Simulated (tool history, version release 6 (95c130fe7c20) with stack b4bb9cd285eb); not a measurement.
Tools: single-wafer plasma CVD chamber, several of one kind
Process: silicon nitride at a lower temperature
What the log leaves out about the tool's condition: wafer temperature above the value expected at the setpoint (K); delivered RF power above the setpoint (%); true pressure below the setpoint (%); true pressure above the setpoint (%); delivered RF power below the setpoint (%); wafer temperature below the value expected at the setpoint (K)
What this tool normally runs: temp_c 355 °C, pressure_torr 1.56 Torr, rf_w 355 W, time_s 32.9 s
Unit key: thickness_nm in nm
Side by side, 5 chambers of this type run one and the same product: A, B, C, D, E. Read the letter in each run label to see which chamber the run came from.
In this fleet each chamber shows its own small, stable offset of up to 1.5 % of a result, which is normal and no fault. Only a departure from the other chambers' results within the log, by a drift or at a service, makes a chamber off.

| run | hour | temp_c | pressure_torr | rf_w | time_s | hours since the last thermocouple change | hours since the last RF generator calibration | hours since the last manometer calibration | read-back reference wafer on the same gauge, thickness_nm | thickness_nm |
|---|---|---|---|---|---|---|---|---|---|---|
| 1A | 6.5 | 355 | 1.56 | 355 | 32.9 | 1950.1 | 1554.9 | 1224.3 | 50.993 | 42.583 |
| 2E | 19.2 | 355 | 1.56 | 355 | 32.9 | 193.7 | 1368 | 2326.3 | 50.999 | 43.098 |
| 3D | 28.4 | 355 | 1.56 | 355 | 32.9 | 549.6 | 270.1 | 2477.2 | 50.983 | 42.916 |
|  | 32 | chamber A: thermocouple changed; heater temperature recalibrated |
| 4B | 37.3 | 355 | 1.56 | 355 | 32.9 | 270.5 | 484.9 | 46.2 | 51.008 | 42.854 |
| 5C | 43.5 | 355 | 1.56 | 355 | 32.9 | 1485.7 | 1544.6 | 2174.5 | 50.996 | 42.943 |
| 6B | 51.5 | 360 | 1.56 | 355 | 27.7 | 284.7 | 499.1 | 60.4 | 51.007 | 36.003 |
| 7C | 63.7 | 360 | 1.56 | 355 | 27.7 | 1505.9 | 1564.8 | 2194.7 | 51.002 | 36.099 |
|  | 64.1 | chamber E: capacitance manometer re-zeroed and calibrated |
|  | 67.2 | chamber D: capacitance manometer re-zeroed and calibrated |
| 8A | 71.5 | 360 | 1.56 | 355 | 27.7 | 39.5 | 1619.9 | 1289.3 | 50.985 | 35.772 |
| 9D | 79.7 | 360 | 1.56 | 355 | 27.7 | 600.9 | 321.4 | 12.5 | 51.003 | 36.071 |
| 10E | 86.1 | 360 | 1.56 | 355 | 27.7 | 260.6 | 1434.9 | 22 | 50.988 | 36.387 |
| 11D | 93.3 | 355 | 1.89 | 355 | 32.9 | 614.5 | 335 | 26.1 | 50.976 | 45.398 |
|  | 97.4 | chamber C: thermocouple changed; heater temperature recalibrated |
|  | 99.7 | chamber E: RF generator calibrated |
| 12C | 105.3 | 355 | 1.89 | 355 | 32.9 | 8 | 1606.4 | 2236.3 | 50.991 | 45.185 |
| 13A | 113.1 | 355 | 1.89 | 355 | 32.9 | 81.1 | 1661.5 | 1330.9 | 50.989 | 44.991 |
| 14B | 124 | 355 | 1.89 | 355 | 32.9 | 357.2 | 571.6 | 132.9 | 50.988 | 45.078 |
| 15E | 133.4 | 355 | 1.89 | 355 | 32.9 | 307.9 | 33.8 | 69.3 | 50.987 | 45.654 |
| 16A | 144.7 | 342 | 1.56 | 355 | 39.3 | 112.7 | 1693.1 | 1362.5 | 51.023 | 51.014 |
| 17E | 156.5 | 342 | 1.56 | 355 | 39.3 | 331 | 56.9 | 92.4 | 50.985 | 52.005 |
| 18D | 165 | 342 | 1.56 | 355 | 39.3 | 686.2 | 406.7 | 97.8 | 51.036 | 51.623 |
| 19B | 172.1 | 342 | 1.56 | 355 | 39.3 | 405.3 | 619.7 | 181 | 51.009 | 51.212 |
| 20C | 181 | 342 | 1.56 | 355 | 39.3 | 83.7 | 1682.1 | 2312 | 50.991 | 51.14 |
| 21C | 188.6 | 365 | 1.56 | 355 | 29 | 91.3 | 1689.7 | 2319.6 | 50.996 | 37.451 |
|  | 188.7 | chamber C: capacitance manometer re-zeroed and calibrated |
| 22A | 194.4 | 365 | 1.56 | 355 | 29 | 162.4 | 1742.8 | 1412.2 | 51.006 | 37.374 |
| 23B | 205.5 | 365 | 1.56 | 355 | 29 | 438.7 | 653.1 | 214.4 | 50.986 | 37.5 |
| 24D | 218.4 | 365 | 1.56 | 355 | 29 | 739.6 | 460.1 | 151.2 | 51.004 | 37.815 |
| 25E | 231.1 | 365 | 1.56 | 355 | 29 | 405.6 | 131.5 | 167 | 50.952 | 38.064 |
| 26E | 242.4 | 355 | 1.56 | 355 | 32.9 | 416.9 | 142.8 | 178.3 | 50.995 | 43.44 |
| 27C | 251 | 355 | 1.56 | 355 | 32.9 | 153.7 | 1752.1 | 62.4 | 50.978 | 42.549 |
| 28D | 262.4 | 355 | 1.56 | 355 | 32.9 | 783.6 | 504.1 | 195.2 | 50.996 | 43.089 |
| 29A | 272 | 355 | 1.56 | 355 | 32.9 | 240 | 1820.4 | 1489.8 | 50.98 | 42.751 |
| 30B | 278.4 | 345 | 1.56 | 355 | 32.9 | 511.6 | 726 | 287.3 | 50.989 | 42.953 |
| 31E | 286.9 | 345 | 1.56 | 355 | 32.9 | 461.4 | 187.3 | 222.8 | 51.004 | 43.386 |
| 32B | 299.9 | 345 | 1.56 | 355 | 32.9 | 533.1 | 747.5 | 308.8 | 51.025 | 43.039 |
| 33D | 311.3 | 345 | 1.56 | 355 | 32.9 | 832.5 | 553 | 244.1 | 50.952 | 43.245 |
| 34A | 321.4 | 345 | 1.56 | 355 | 32.9 | 289.4 | 1869.8 | 1539.2 | 50.998 | 42.793 |
| 35C | 330.6 | 355 | 1.56 | 355 | 32.9 | 233.3 | 1831.7 | 142 | 50.978 | 42.295 |
| 36C | 339.2 | 355 | 1.56 | 355 | 32.9 | 241.9 | 1840.3 | 150.6 | 51.009 | 42.256 |
| 37D | 349 | 355 | 1.56 | 355 | 32.9 | 870.2 | 590.7 | 281.8 | 51.004 | 43.111 |
| 38A | 360.8 | 355 | 1.56 | 355 | 32.9 | 328.8 | 1909.2 | 1578.6 | 51.022 | 42.571 |
| 39E | 367.3 | 355 | 1.56 | 355 | 32.9 | 541.8 | 267.7 | 303.2 | 50.97 | 43.123 |
| 40B | 375.3 | 355 | 1.56 | 355 | 32.9 | 608.5 | 822.9 | 384.2 | 51.018 | 42.723 |

Does one chamber stand apart from the rest, does the shared gauge drift, or is all well apart from small per-chamber offsets? Give the chamber and the most likely cause, where there is one.

One chamber, C, drifts off from the rest bit by bit.
What lies behind it: delivered RF power below the setpoint (%) = 2.12.

Here are 4 candidates for chamber C's next run, each the usual settings with a change, their results left as question marks. Which one brings its results back in line with what the others give on the usual settings?
To be in line, a result may differ from the other chambers' mean on the usual settings by at most: thickness_nm 0.37 nm
| 41C-1 | 384.6 | 355 | 1.55 | 355 | 32.6 |  |  |  |  | ? |
| 41C-2 | 384.6 | 355 | 1.58 | 360 | 32.9 |  |  |  |  | ? |
| 41C-3 | 384.6 | 355 | 1.55 | 350 | 32.3 |  |  |  |  | ? |
| 41C-4 | 384.6 | 355 | 1.57 | 360 | 33.5 |  |  |  |  | ? |

Other chambers, usual settings, mean: thickness_nm 42.93 nm
| run | thickness_nm |
|---|---|
| 41C-1 | 41.972 |
| 41C-2 | 42.959 |
| 41C-3 | 41.216 |
| 41C-4 | 43.664 |
With 41C-2, the chamber falls back in line with the rest.

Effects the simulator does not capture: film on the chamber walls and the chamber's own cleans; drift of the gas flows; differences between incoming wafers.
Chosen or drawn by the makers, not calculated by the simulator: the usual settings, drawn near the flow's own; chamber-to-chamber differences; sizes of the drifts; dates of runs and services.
